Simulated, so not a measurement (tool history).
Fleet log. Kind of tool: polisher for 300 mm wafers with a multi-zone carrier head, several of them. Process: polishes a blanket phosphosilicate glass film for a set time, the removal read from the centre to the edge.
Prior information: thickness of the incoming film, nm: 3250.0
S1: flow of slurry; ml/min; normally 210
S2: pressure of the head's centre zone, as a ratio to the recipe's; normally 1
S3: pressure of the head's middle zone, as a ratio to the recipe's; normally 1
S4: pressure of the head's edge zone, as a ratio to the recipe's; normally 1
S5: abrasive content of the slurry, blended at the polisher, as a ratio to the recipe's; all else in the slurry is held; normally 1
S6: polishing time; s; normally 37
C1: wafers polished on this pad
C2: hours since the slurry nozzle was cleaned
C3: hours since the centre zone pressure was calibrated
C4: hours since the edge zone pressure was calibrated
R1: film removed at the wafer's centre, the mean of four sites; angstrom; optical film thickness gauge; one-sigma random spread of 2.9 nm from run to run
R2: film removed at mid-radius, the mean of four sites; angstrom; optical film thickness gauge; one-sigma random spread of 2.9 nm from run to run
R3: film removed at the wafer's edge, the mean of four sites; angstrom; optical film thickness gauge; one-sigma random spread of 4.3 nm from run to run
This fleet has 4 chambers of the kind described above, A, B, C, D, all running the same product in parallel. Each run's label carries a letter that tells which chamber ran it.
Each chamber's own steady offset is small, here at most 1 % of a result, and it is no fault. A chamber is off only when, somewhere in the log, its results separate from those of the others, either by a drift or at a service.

run   hour   S1  S2  S3  S4   S5  S6    C1     C2     C3     C4      R1      R2      R3
 1D    3.7  210   1   1   1    1  37  1423  342.1   88.6    752  3017.7  3063.4  3004.6
       3.9  -- chamber D: worn pad replaced by a new one
       6.1  -- chamber C: worn pad replaced by a new one
 2A    7.8  210   1   1   1    1  37   337    414   19.1  344.4  2967.5  2996.9  2966.6
 3C   14.1  210   1   1   1    1  37   115  324.9  649.4  176.7  2987.9  3040.2  2954.7
 4B   20.5  210   1   1   1    1  37   293    600  309.7  366.4  2973.2  2925.2  3030.6
 5D   25.5  210   1   1   1    1  37   309  363.9  110.4  773.8  2985.4  3039.5  3006.2
 6B     31  210   1   1   1    1  37   443  610.5  320.2  376.9  3010.7  2954.6  2908.9
 7A   35.4  210   1   1   1    1  37   730  441.6   46.7    372  3030.4  2927.7  2943.3
 8C   39.8  210   1   1   1    1  37   481  350.6  675.1  202.4  2988.2  3004.9  2922.6
 9B   43.9  210   1   1   1    1  37   627  623.4  333.1  389.8  2945.6  3049.7  2960.7
10A   46.8  210   1   1   1    1  37   893    453   58.1  383.4  2978.9  2986.7  2912.7
      51.6  -- chamber C: worn pad replaced by a new one
11D   52.5  210   1   1   1    1  37   694  390.9  137.4  800.8  3004.4  3035.1  3013.6
12C   56.3  210   1   1   1    1  37    68  367.1  691.6  218.9  3013.6  3032.7  2984.7
      60.8  -- chamber A: worn pad replaced by a new one
13B     62  210   1   1   1  1.2  37   885  641.5  351.2  407.9  3184.7  3228.1  3305.5
14D   67.7  210   1   1   1  1.2  37   911  406.1  152.6    816  3284.9  3323.5  3228.7
      71.2  -- chamber B: worn pad replaced by a new one
15A   71.8  210   1   1   1  1.2  37   157    478   83.1  408.4  3233.4  3218.9    3315
16C   78.2  210   1   1   1  1.2  37   380    389  713.5  240.8  3234.8  3259.8  3148.4
17B   82.7  210   1   1   1    1  37   164  662.2  371.9  428.6  2983.9  3017.2  3005.5
18D   87.5  210   1   1   1    1  37  1193  425.9  172.4  835.8  3040.5  3018.3    3046
19C   91.2  210   1   1   1    1  37   566    402  726.5  253.8  3011.3  2972.2  2978.2
        94  -- chamber D: worn pad replaced by a new one
      94.4  -- chamber B: edge zone pressure recalibrated
20A   95.3  210   1   1   1    1  37   492  501.5  106.6  431.9  3035.8  2953.3  3060.3
      96.2  -- chamber C: worn pad replaced by a new one
21B   98.7  210   1   1   1    1  37   392  678.2  387.9    4.4  2983.9  3015.8  3034.8
22C  103.3  210   1   1   1    1  37   101  414.1  738.6  265.9  3011.1  2978.2  3025.2
23A  107.8  210   1   1   1    1  37   671    514  119.1  444.4  3016.1  3000.6  3050.9
24D  111.6  210   1   1   1    1  37   252    450  196.5  859.9  3021.8  3053.4  2974.2
     112.3  -- chamber A: slurry nozzle cleaned
25B  115.5  210   1   1   1    1  37   631    695  404.7   21.2  3010.9  2995.8  2967.5
26D  119.7  210   1   1   1    1  37   367  458.1  204.6    868  3025.2  3019.8  3047.3
27A  124.1  210   1   1   1    1  37   903   11.9  135.4  460.7  2972.4  2996.7  2982.7

The same settings go to every chamber for the next run, one line per chamber below. Forecast the results for each:
28A  128.8  210   1   1   1  1.3  37                   ?   ?   ?
28B  128.8  210   1   1   1  1.3  37                   ?   ?   ?
28C  128.8  210   1   1   1  1.3  37                   ?   ?   ?
28D  128.8  210   1   1   1  1.3  37                   ?   ?   ?

run      R1      R2      R3
28A  3363.1    3364  3240.2
28B    3357  3354.1  3299.3
28C  3283.3  3345.7  3346.4
28D  3370.9  3417.5  3318.6
